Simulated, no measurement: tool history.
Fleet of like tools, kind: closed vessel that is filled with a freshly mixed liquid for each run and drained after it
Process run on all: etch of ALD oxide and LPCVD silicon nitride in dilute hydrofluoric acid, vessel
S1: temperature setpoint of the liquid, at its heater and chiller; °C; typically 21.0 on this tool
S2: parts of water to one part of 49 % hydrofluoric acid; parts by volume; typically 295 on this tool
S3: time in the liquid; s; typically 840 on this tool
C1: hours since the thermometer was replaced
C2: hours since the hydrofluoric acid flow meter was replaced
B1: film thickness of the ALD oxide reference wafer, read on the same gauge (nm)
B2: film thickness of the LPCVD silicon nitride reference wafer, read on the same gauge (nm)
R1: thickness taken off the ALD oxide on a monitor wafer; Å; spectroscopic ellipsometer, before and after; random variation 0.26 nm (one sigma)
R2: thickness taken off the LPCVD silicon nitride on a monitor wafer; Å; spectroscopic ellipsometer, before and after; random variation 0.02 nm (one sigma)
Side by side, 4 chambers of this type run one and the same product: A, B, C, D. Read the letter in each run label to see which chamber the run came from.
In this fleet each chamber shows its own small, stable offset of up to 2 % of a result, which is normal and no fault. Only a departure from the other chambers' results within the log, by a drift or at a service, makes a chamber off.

| run | hour | S1 | S2 | S3 | C1 | C2 | B1 | B2 | R1 | R2 |
|---|---|---|---|---|---|---|---|---|---|---|
| 1C | 7.4 | 21.0 | 295 | 840 | 461.0 | 172.4 | 80.003 | 119.99 | 397.62 | 11.2950 |
| 2A | 14.2 | 21.0 | 295 | 840 | 57.9 | 514.8 | 79.991 | 120.03 | 397.20 | 11.4500 |
| 3B | 20.8 | 21.0 | 295 | 840 | 873.6 | 1447.7 | 80.008 | 120.01 | 395.73 | 11.3480 |
| 4D | 26.1 | 21.0 | 295 | 840 | 2113.8 | 1069.7 | 79.986 | 119.97 | 400.82 | 10.8300 |
| 5D | 36.0 | 21.0 | 295 | 840 | 2123.7 | 1079.6 | 79.982 | 119.99 | 402.28 | 10.8180 |
| 6C | 44.1 | 21.0 | 295 | 840 | 497.7 | 209.1 | 79.993 | 120.02 | 396.89 | 11.2670 |
| 7A | 54.6 | 21.0 | 295 | 840 | 98.3 | 555.2 | 80.000 | 119.98 | 393.94 | 11.1030 |
| 8B | 61.6 | 21.0 | 295 | 840 | 914.4 | 1488.5 | 80.020 | 120.06 | 393.88 | 11.1330 |
| 9D | 72.8 | 21.0 | 295 | 840 | 2160.5 | 1116.4 | 80.016 | 119.96 | 394.65 | 10.6950 |
| 10C | 84.0 | 21.0 | 295 | 840 | 537.6 | 249.0 | 80.003 | 120.00 | 397.01 | 10.7860 |
| 11A | 89.3 | 21.0 | 350 | 840 | 133.0 | 589.9 | 80.000 | 119.97 | 317.76 | 9.3056 |
| 12B | 99.9 | 21.0 | 350 | 840 | 952.7 | 1526.8 | 79.996 | 119.99 | 317.18 | 9.5039 |
| 13C | 106.2 | 21.0 | 350 | 840 | 559.8 | 271.2 | 79.986 | 119.98 | 318.25 | 8.8853 |
| 14D | 113.5 | 21.0 | 350 | 840 | 2201.2 | 1157.1 | 79.996 | 119.98 | 318.57 | 9.1363 |
| 15B | 119.4 | 21.0 | 295 | 840 | 972.2 | 1546.3 | 80.007 | 119.99 | 393.43 | 10.9370 |
| 16A | 125.8 | 21.0 | 295 | 840 | 169.5 | 626.4 | 80.021 | 120.00 | 394.48 | 10.9210 |
| 17B | 131.9 | 21.0 | 295 | 840 | 984.7 | 1558.8 | 80.019 | 120.03 | 391.32 | 11.0470 |
| 18D | 137.4 | 21.0 | 295 | 840 | 2225.1 | 1181.0 | 79.992 | 120.02 | 401.84 | 10.8570 |
| 19C | 144.2 | 21.0 | 295 | 840 | 597.8 | 309.2 | 80.014 | 119.99 | 394.32 | 10.9760 |
| 20A | 153.9 | 21.0 | 295 | 840 | 197.6 | 654.5 | 79.996 | 120.00 | 390.48 | 11.2660 |
| 21B | 159.6 | 21.0 | 295 | 840 | 1012.4 | 1586.5 | 80.003 | 120.01 | 393.74 | 10.8960 |
| 22A | 170.3 | 21.0 | 295 | 840 | 214.0 | 670.9 | 80.014 | 119.98 | 383.12 | 10.7030 |
| 23C | 176.5 | 21.0 | 295 | 840 | 630.1 | 341.5 | 80.012 | 120.00 | 392.80 | 11.0070 |
| 24D | 181.5 | 21.0 | 295 | 840 | 2269.2 | 1225.1 | 80.019 | 119.98 | 404.59 | 10.9380 |
| 25B | 186.6 | 21.0 | 295 | 840 | 1039.4 | 1613.5 | 79.994 | 119.99 | 395.84 | 10.9490 |
| 26D | 191.9 | 21.0 | 295 | 840 | 2279.6 | 1235.5 | 80.008 | 120.01 | 401.95 | 10.5980 |
| 27C | 199.2 | 21.0 | 295 | 840 | 652.8 | 364.2 | 80.008 | 120.01 | 396.87 | 10.7910 |
| 28A | 208.2 | 21.0 | 295 | 840 | 251.9 | 708.8 | 79.994 | 119.97 | 388.11 | 11.0810 |
| 29C | 213.4 | 21.0 | 400 | 680 | 667.0 | 378.4 | 80.002 | 120.03 | 215.39 | 6.4889 |
| 30B | 218.7 | 21.0 | 400 | 680 | 1071.5 | 1645.6 | 79.999 | 120.04 | 216.02 | 6.6865 |
| 31D | 227.0 | 21.0 | 400 | 680 | 2314.7 | 1270.6 | 79.999 | 120.06 | 213.02 | 6.4916 |
| 32A | 235.9 | 21.0 | 400 | 680 | 279.6 | 736.5 | 79.983 | 119.99 | 206.38 | 6.4167 |
| 33B | 245.5 | 24.5 | 385 | 840 | 1098.3 | 1672.4 | 79.994 | 119.98 | 315.10 | 10.7490 |
| 34D | 252.1 | 24.5 | 385 | 840 | 2339.8 | 1295.7 | 79.998 | 119.99 | 317.42 | 10.1950 |
| 35C | 258.9 | 24.5 | 385 | 840 | 712.5 | 423.9 | 80.001 | 120.01 | 312.45 | 10.4280 |
| 36A | 267.6 | 24.5 | 385 | 840 | 311.3 | 768.2 | 79.997 | 120.01 | 302.45 | 10.0530 |
| 37C | 278.6 | 21.0 | 295 | 840 | 732.2 | 443.6 | 80.003 | 120.04 | 392.63 | 10.8270 |
|  | 282.7 | chamber D: thermometer replaced |
| 38B | 287.9 | 23.0 | 295 | 640 | 1140.7 | 1714.8 | 80.017 | 120.01 | 318.91 | 9.4240 |
| 39D | 293.8 | 23.0 | 295 | 640 | 11.1 | 1337.4 | 79.998 | 120.02 | 326.65 | 9.2867 |
| 40A | 298.7 | 23.0 | 295 | 640 | 342.4 | 799.3 | 79.984 | 120.02 | 311.14 | 8.9806 |
| 41B | 304.9 | 23.0 | 295 | 640 | 1157.7 | 1731.8 | 79.984 | 119.98 | 323.59 | 9.6345 |
| 42A | 309.9 | 21.0 | 295 | 840 | 353.6 | 810.5 | 79.989 | 119.98 | 377.20 | 10.3890 |

Is one chamber out of step, is the gauge drifting, or do the chambers differ by no more than their own small offsets? For an off chamber, give its letter and the likeliest cause.

Little by little, chamber A moves away from the other chambers.
Likeliest cause: hydrofluoric acid flow below the setpoint (%) = 4.44.

Chamber A could run next with any of the 4 candidate recipes listed below; each alters the usual settings, and their results appear as question marks. Which one brings its results back in line with what the other chambers deliver on the usual settings?
A result is in line if it is within this distance of the other chambers' mean on the usual settings: R1 9.20 Å; R2 0.7000 Å
| 43A-1 | 318.0 | 21.5 | 310 | 835 |  |  |  |  | ? | ? |
| 43A-2 | 318.0 | 20.5 | 280 | 845 |  |  |  |  | ? | ? |
| 43A-3 | 318.0 | 21.5 | 325 | 830 |  |  |  |  | ? | ? |
| 43A-4 | 318.0 | 20.5 | 270 | 855 |  |  |  |  | ? | ? |

Usual-settings mean across the other chambers: R1 396.23 Å; R2 10.9600 Å
| run | R1 | R2 |
|---|---|---|
| 43A-1 | 358.13 | 10.4490 |
| 43A-2 | 398.20 | 10.9630 |
| 43A-3 | 334.82 | 9.9193 |
| 43A-4 | 421.81 | 11.4900 |
It is 43A-2 that realigns the chamber with its peers.
